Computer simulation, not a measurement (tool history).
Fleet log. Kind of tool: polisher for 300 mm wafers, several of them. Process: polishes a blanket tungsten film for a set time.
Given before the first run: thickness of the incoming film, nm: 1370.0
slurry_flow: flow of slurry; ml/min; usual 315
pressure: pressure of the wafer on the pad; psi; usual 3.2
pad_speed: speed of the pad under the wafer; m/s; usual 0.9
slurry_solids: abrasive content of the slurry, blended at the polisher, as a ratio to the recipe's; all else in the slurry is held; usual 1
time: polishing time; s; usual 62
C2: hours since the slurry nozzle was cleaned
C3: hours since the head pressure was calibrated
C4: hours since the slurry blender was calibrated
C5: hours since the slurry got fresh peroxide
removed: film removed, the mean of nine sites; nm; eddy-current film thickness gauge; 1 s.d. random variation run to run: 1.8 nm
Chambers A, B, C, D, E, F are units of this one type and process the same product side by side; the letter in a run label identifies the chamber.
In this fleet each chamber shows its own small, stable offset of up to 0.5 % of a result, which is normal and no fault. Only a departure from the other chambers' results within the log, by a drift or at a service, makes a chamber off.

run 1E hour=6.1 | slurry_flow=315 pressure=3.2 pad_speed=0.9 slurry_solids=1 time=62 | wafers_polished_on_this_pad=185 C2=37.1 C3=257.9 C4=334.4 C5=47.5 | removed=217.56
-- hour=10.1 chamber C: worn pad replaced by a new one
-- hour=11.9 chamber D: slurry tank refilled with fresh slurry and peroxide
run 2D hour=17.1 | slurry_flow=315 pressure=3.2 pad_speed=0.9 slurry_solids=1 time=62 | wafers_polished_on_this_pad=452 C2=236.6 C3=1033.9 C4=181.9 C5=5.2 | removed=218.23
run 3B hour=28.4 | slurry_flow=315 pressure=3.2 pad_speed=0.9 slurry_solids=1 time=62 | wafers_polished_on_this_pad=779 C2=237.5 C3=210 C4=49.3 C5=124.1 | removed=218.66
run 4C hour=34.3 | slurry_flow=315 pressure=3.2 pad_speed=0.9 slurry_solids=1 time=62 | wafers_polished_on_this_pad=208 C2=793.4 C3=272.8 C4=169.9 C5=46.5 | removed=218.26
-- hour=38.1 chamber B: slurry tank refilled with fresh slurry and peroxide
run 5F hour=43.8 | slurry_flow=315 pressure=3.2 pad_speed=0.9 slurry_solids=1 time=62 | wafers_polished_on_this_pad=965 C2=102 C3=138 C4=159.6 C5=47.3 | removed=220.93
run 6A hour=54.4 | slurry_flow=315 pressure=3.2 pad_speed=0.9 slurry_solids=1 time=62 | wafers_polished_on_this_pad=707 C2=243.7 C3=1127.4 C4=355.4 C5=85.2 | removed=214.43
-- hour=60.1 chamber A: slurry blender recalibrated
-- hour=60.8 chamber C: slurry nozzle cleaned
-- hour=63.9 chamber D: slurry blender recalibrated
run 7F hour=64.9 | slurry_flow=315 pressure=3.2 pad_speed=0.9 slurry_solids=1 time=62 | wafers_polished_on_this_pad=1146 C2=123.1 C3=159.1 C4=180.7 C5=68.4 | removed=219.03
-- hour=71.1 chamber B: worn pad replaced by a new one
run 8A hour=72.4 | slurry_flow=315 pressure=3.8 pad_speed=0.9 slurry_solids=1 time=62 | wafers_polished_on_this_pad=861 C2=261.7 C3=1145.4 C4=12.4 C5=103.2 | removed=260.47
-- hour=74.8 chamber F: worn pad replaced by a new one
-- hour=76.9 chamber D: worn pad replaced by a new one
-- hour=78.2 chamber D: slurry tank refilled with fresh slurry and peroxide
run 9D hour=78.4 | slurry_flow=315 pressure=3.8 pad_speed=0.9 slurry_solids=1 time=62 | wafers_polished_on_this_pad=13 C2=297.9 C3=1095.2 C4=14.5 C5=0.2 | removed=262.35
-- hour=81.7 chamber D: head pressure recalibrated
-- hour=83 chamber E: worn pad replaced by a new one
run 10C hour=84.7 | slurry_flow=315 pressure=3.8 pad_speed=0.9 slurry_solids=1 time=62 | wafers_polished_on_this_pad=641 C2=24 C3=323.2 C4=220.3 C5=96.9 | removed=260.82
-- hour=85.3 chamber A: slurry tank refilled with fresh slurry and peroxide
run 11B hour=93.8 | slurry_flow=315 pressure=3.8 pad_speed=0.9 slurry_solids=1 time=62 | wafers_polished_on_this_pad=195 C2=302.9 C3=275.4 C4=114.7 C5=55.7 | removed=259.77
-- hour=104.6 chamber A: worn pad replaced by a new one
run 12E hour=104.8 | slurry_flow=315 pressure=3.8 pad_speed=0.9 slurry_solids=1 time=62 | wafers_polished_on_this_pad=187 C2=135.8 C3=356.6 C4=433.1 C5=146.2 | removed=260.95
-- hour=109.7 chamber C: slurry tank refilled with fresh slurry and peroxide
run 13A hour=114.5 | slurry_flow=315 pressure=3.8 pad_speed=0.9 slurry_solids=1 time=62 | wafers_polished_on_this_pad=85 C2=303.8 C3=1187.5 C4=54.5 C5=29.2 | removed=254.47
-- hour=115.3 chamber A: head pressure recalibrated
run 14E hour=126 | slurry_flow=315 pressure=3.2 pad_speed=0.9 slurry_solids=1 time=62 | wafers_polished_on_this_pad=369 C2=157 C3=377.8 C4=454.3 C5=167.4 | removed=217.52
run 15B hour=136.1 | slurry_flow=315 pressure=3.2 pad_speed=0.9 slurry_solids=1 time=62 | wafers_polished_on_this_pad=558 C2=345.2 C3=317.7 C4=157 C5=98 | removed=218.64
run 16F hour=141.5 | slurry_flow=315 pressure=4.3 pad_speed=0.9 slurry_solids=1 time=80 | wafers_polished_on_this_pad=573 C2=199.7 C3=235.7 C4=257.3 C5=145 | removed=381.74
-- hour=141.6 chamber D: slurry tank refilled with fresh slurry and peroxide
-- hour=143.7 chamber E: slurry blender recalibrated
-- hour=148.9 chamber F: slurry tank refilled with fresh slurry and peroxide
run 17C hour=152.2 | slurry_flow=315 pressure=4.3 pad_speed=0.9 slurry_solids=1 time=80 | wafers_polished_on_this_pad=1220 C2=91.5 C3=390.7 C4=287.8 C5=42.5 | removed=378.53
run 18D hour=161.9 | slurry_flow=315 pressure=4.3 pad_speed=0.9 slurry_solids=1 time=80 | wafers_polished_on_this_pad=730 C2=381.4 C3=80.2 C4=98 C5=20.4 | removed=379.08
-- hour=163.6 chamber E: slurry tank refilled with fresh slurry and peroxide
-- hour=164.1 chamber B: slurry tank refilled with fresh slurry and peroxide
-- hour=166.3 chamber C: worn pad replaced by a new one
-- hour=168.6 chamber D: worn pad replaced by a new one
run 19A hour=168.6 | slurry_flow=315 pressure=4.3 pad_speed=0.9 slurry_solids=1 time=80 | wafers_polished_on_this_pad=550 C2=357.9 C3=53.4 C4=108.6 C5=83.3 | removed=408.49
run 20C hour=178.6 | slurry_flow=315 pressure=4.3 pad_speed=0.9 slurry_solids=1 time=80 | wafers_polished_on_this_pad=106 C2=117.9 C3=417.1 C4=314.2 C5=68.9 | removed=379.67
-- hour=183.3 chamber E: worn pad replaced by a new one
-- hour=188.2 chamber F: slurry blender recalibrated
run 21B hour=189.8 | slurry_flow=315 pressure=4.3 pad_speed=0.9 slurry_solids=1 time=80 | wafers_polished_on_this_pad=1019 C2=398.9 C3=371.4 C4=210.7 C5=25.7 | removed=382.07
run 22F hour=199.7 | slurry_flow=315 pressure=3.2 pad_speed=0.9 slurry_solids=1 time=62 | wafers_polished_on_this_pad=1073 C2=257.9 C3=293.9 C4=11.6 C5=50.9 | removed=218.43
-- hour=199.8 chamber A: slurry tank refilled with fresh slurry and peroxide
-- hour=206.2 chamber B: worn pad replaced by a new one
-- hour=209.1 chamber A: worn pad replaced by a new one
run 23D hour=209.4 | slurry_flow=315 pressure=3.2 pad_speed=0.9 slurry_solids=1 time=62 | wafers_polished_on_this_pad=350 C2=428.9 C3=127.7 C4=145.5 C5=67.9 | removed=216.58
-- hour=211.3 chamber D: slurry tank refilled with fresh slurry and peroxide
run 24E hour=217.2 | slurry_flow=355 pressure=3.2 pad_speed=0.9 slurry_solids=1 time=51 | wafers_polished_on_this_pad=291 C2=248.2 C3=469 C4=73.5 C5=53.7 | removed=179.48
-- hour=218.9 chamber F: worn pad replaced by a new one
-- hour=220.1 chamber B: slurry blender recalibrated
-- hour=221.8 chamber C: slurry tank refilled with fresh slurry and peroxide
run 25D hour=227.8 | slurry_flow=355 pressure=3.2 pad_speed=0.9 slurry_solids=1 time=51 | wafers_polished_on_this_pad=508 C2=447.3 C3=146.1 C4=163.9 C5=16.6 | removed=180.62
run 26C hour=236 | slurry_flow=355 pressure=3.2 pad_speed=0.9 slurry_solids=1 time=51 | wafers_polished_on_this_pad=599 C2=175.3 C3=474.5 C4=371.6 C5=14.3 | removed=183.18
run 27A hour=243.7 | slurry_flow=355 pressure=3.2 pad_speed=0.9 slurry_solids=1 time=51 | wafers_polished_on_this_pad=297 C2=433 C3=128.5 C4=183.7 C5=44 | removed=196.23
run 28E hour=253 | slurry_flow=355 pressure=3.2 pad_speed=0.9 slurry_solids=1 time=51 | wafers_polished_on_this_pad=598 C2=284 C3=504.8 C4=109.3 C5=89.5 | removed=182.11
-- hour=256.8 chamber D: slurry blender recalibrated
run 29B hour=264.6 | slurry_flow=355 pressure=3.2 pad_speed=0.9 slurry_solids=1 time=51 | wafers_polished_on_this_pad=502 C2=473.7 C3=446.2 C4=44.5 C5=100.5 | removed=180.61
run 30F hour=271.2 | slurry_flow=315 pressure=3.2 pad_speed=0.9 slurry_solids=1 time=62 | wafers_polished_on_this_pad=449 C2=329.4 C3=365.4 C4=83.1 C5=122.4 | removed=219.33
-- hour=273 chamber F: slurry tank refilled with fresh slurry and peroxide
run 31C hour=282.4 | slurry_flow=315 pressure=3.2 pad_speed=0.9 slurry_solids=1 time=62 | wafers_polished_on_this_pad=997 C2=221.7 C3=520.9 C4=418 C5=60.7 | removed=221.32
-- hour=288.5 chamber D: slurry tank refilled with fresh slurry and peroxide
-- hour=288.6 chamber D: worn pad replaced by a new one
run 32A hour=290.5 | slurry_flow=315 pressure=3.2 pad_speed=0.9 slurry_solids=1 time=62 | wafers_polished_on_this_pad=699 C2=479.8 C3=175.3 C4=230.5 C5=90.8 | removed=237.89
-- hour=295.8 chamber E: worn pad replaced by a new one
run 33B hour=299.7 | slurry_flow=315 pressure=3.2 pad_speed=0.9 slurry_solids=1 time=62 | wafers_polished_on_this_pad=803 C2=508.8 C3=481.3 C4=79.6 C5=135.6 | removed=218.49
run 34E hour=305.4 | slurry_flow=315 pressure=3.2 pad_speed=0.9 slurry_solids=1 time=62 | wafers_polished_on_this_pad=82 C2=336.4 C3=557.2 C4=161.7 C5=141.9 | removed=222.08
run 35F hour=315.5 | slurry_flow=315 pressure=3.2 pad_speed=0.9 slurry_solids=1 time=62 | wafers_polished_on_this_pad=830 C2=373.7 C3=409.7 C4=127.4 C5=42.5 | removed=220.58
run 36D hour=321.4 | slurry_flow=315 pressure=3.2 pad_speed=0.9 slurry_solids=1 time=62 | wafers_polished_on_this_pad=281 C2=540.9 C3=239.7 C4=64.6 C5=32.9 | removed=217.92
-- hour=325 chamber A: slurry tank refilled with fresh slurry and peroxide
run 37A hour=327 | slurry_flow=315 pressure=3.2 pad_speed=0.9 slurry_solids=1 time=62 | wafers_polished_on_this_pad=1012 C2=516.3 C3=211.8 C4=267 C5=2 | removed=239.07
-- hour=327.6 chamber B: slurry tank refilled with fresh slurry and peroxide
run 38E hour=336.3 | slurry_flow=315 pressure=3.2 pad_speed=0.9 slurry_solids=1 time=62 | wafers_polished_on_this_pad=348 C2=367.3 C3=588.1 C4=192.6 C5=172.8 | removed=220.4
run 39B hour=345.2 | slurry_flow=315 pressure=3.2 pad_speed=0.9 slurry_solids=1 time=62 | wafers_polished_on_this_pad=1194 C2=554.3 C3=526.8 C4=125.1 C5=17.6 | removed=217.67
-- hour=349.2 chamber D: slurry nozzle cleaned
run 40D hour=354.8 | slurry_flow=315 pressure=3.2 pad_speed=0.9 slurry_solids=1 time=62 | wafers_polished_on_this_pad=568 C2=5.7 C3=273.1 C4=98 C5=66.3 | removed=220.27

Next, every chamber runs the same settings. What will each give?
run 41A hour=363.4 | slurry_flow=315 pressure=3.2 pad_speed=0.9 slurry_solids=1 time=62 | removed=?
run 41B hour=363.4 | slurry_flow=315 pressure=3.2 pad_speed=0.9 slurry_solids=1 time=62 | removed=?
run 41C hour=363.4 | slurry_flow=315 pressure=3.2 pad_speed=0.9 slurry_solids=1 time=62 | removed=?
run 41D hour=363.4 | slurry_flow=315 pressure=3.2 pad_speed=0.9 slurry_solids=1 time=62 | removed=?
run 41E hour=363.4 | slurry_flow=315 pressure=3.2 pad_speed=0.9 slurry_solids=1 time=62 | removed=?
run 41F hour=363.4 | slurry_flow=315 pressure=3.2 pad_speed=0.9 slurry_solids=1 time=62 | removed=?

run=41A removed=234.89
run=41B removed=218.94
run=41C removed=219.11
run=41D removed=218.52
run=41E removed=219.31
run=41F removed=219.55
